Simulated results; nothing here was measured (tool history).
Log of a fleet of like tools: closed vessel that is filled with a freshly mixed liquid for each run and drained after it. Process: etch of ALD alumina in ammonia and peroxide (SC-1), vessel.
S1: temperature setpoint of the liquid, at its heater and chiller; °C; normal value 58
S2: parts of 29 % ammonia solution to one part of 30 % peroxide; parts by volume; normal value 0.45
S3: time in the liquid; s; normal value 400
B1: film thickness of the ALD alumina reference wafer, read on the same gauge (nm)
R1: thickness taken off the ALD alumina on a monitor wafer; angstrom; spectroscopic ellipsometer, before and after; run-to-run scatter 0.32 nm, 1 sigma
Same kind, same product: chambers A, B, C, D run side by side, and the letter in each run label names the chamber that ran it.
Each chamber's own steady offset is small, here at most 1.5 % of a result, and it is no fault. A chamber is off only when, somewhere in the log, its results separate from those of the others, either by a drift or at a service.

run,hour,S1,S2,S3,B1,R1
1C,9.3,58,0.45,400,99.986,444.98
2A,23.7,58,0.45,400,99.983,433.87
3D,36.6,58,0.45,400,100.03,432.27
4B,48.4,58,0.45,400,99.988,431.64
5A,56.3,58,0.6,400,99.996,440.99
6D,68,58,0.6,400,100,449.89
7C,78.2,58,0.6,400,100.02,451.17
8B,85.2,58,0.6,400,100.04,448.61
9B,92,58,0.45,400,99.986,430.03
10A,102.8,58,0.45,400,99.956,420.71
11C,109.5,58,0.45,280,100.03,307.16
12D,117.3,58,0.45,280,100.04,306.99
13B,129.9,58,0.45,280,99.959,301.2
# hour 130.9: chamber C: new drum of ammonia solution connected
14A,142.2,58,0.45,280,99.961,290.01
15C,152.1,48.5,0.45,400,100,263.72
16D,159.7,48.5,0.45,400,100.02,261.64
17C,171.2,48.5,0.45,400,100,263.39
18D,179,48.5,0.45,400,99.971,262.68
19B,193.6,58,0.45,400,99.976,437.05
20A,202.9,58,0.45,400,99.977,410.47
21B,217,58,0.45,400,100.03,432.53
22C,231.2,58,0.45,400,100,441.51
23A,242.3,58,0.4,400,100.02,396.9
24D,253.6,58,0.4,400,99.986,430.52

Predict what each chamber gives when all 4 of them run the settings below next.
25A,264.1,58,0.45,320,,?
25B,264.1,58,0.45,320,,?
25C,264.1,58,0.45,320,,?
25D,264.1,58,0.45,320,,?

run,R1
25A,320.18
25B,349.07
25C,351.7
25D,348.89
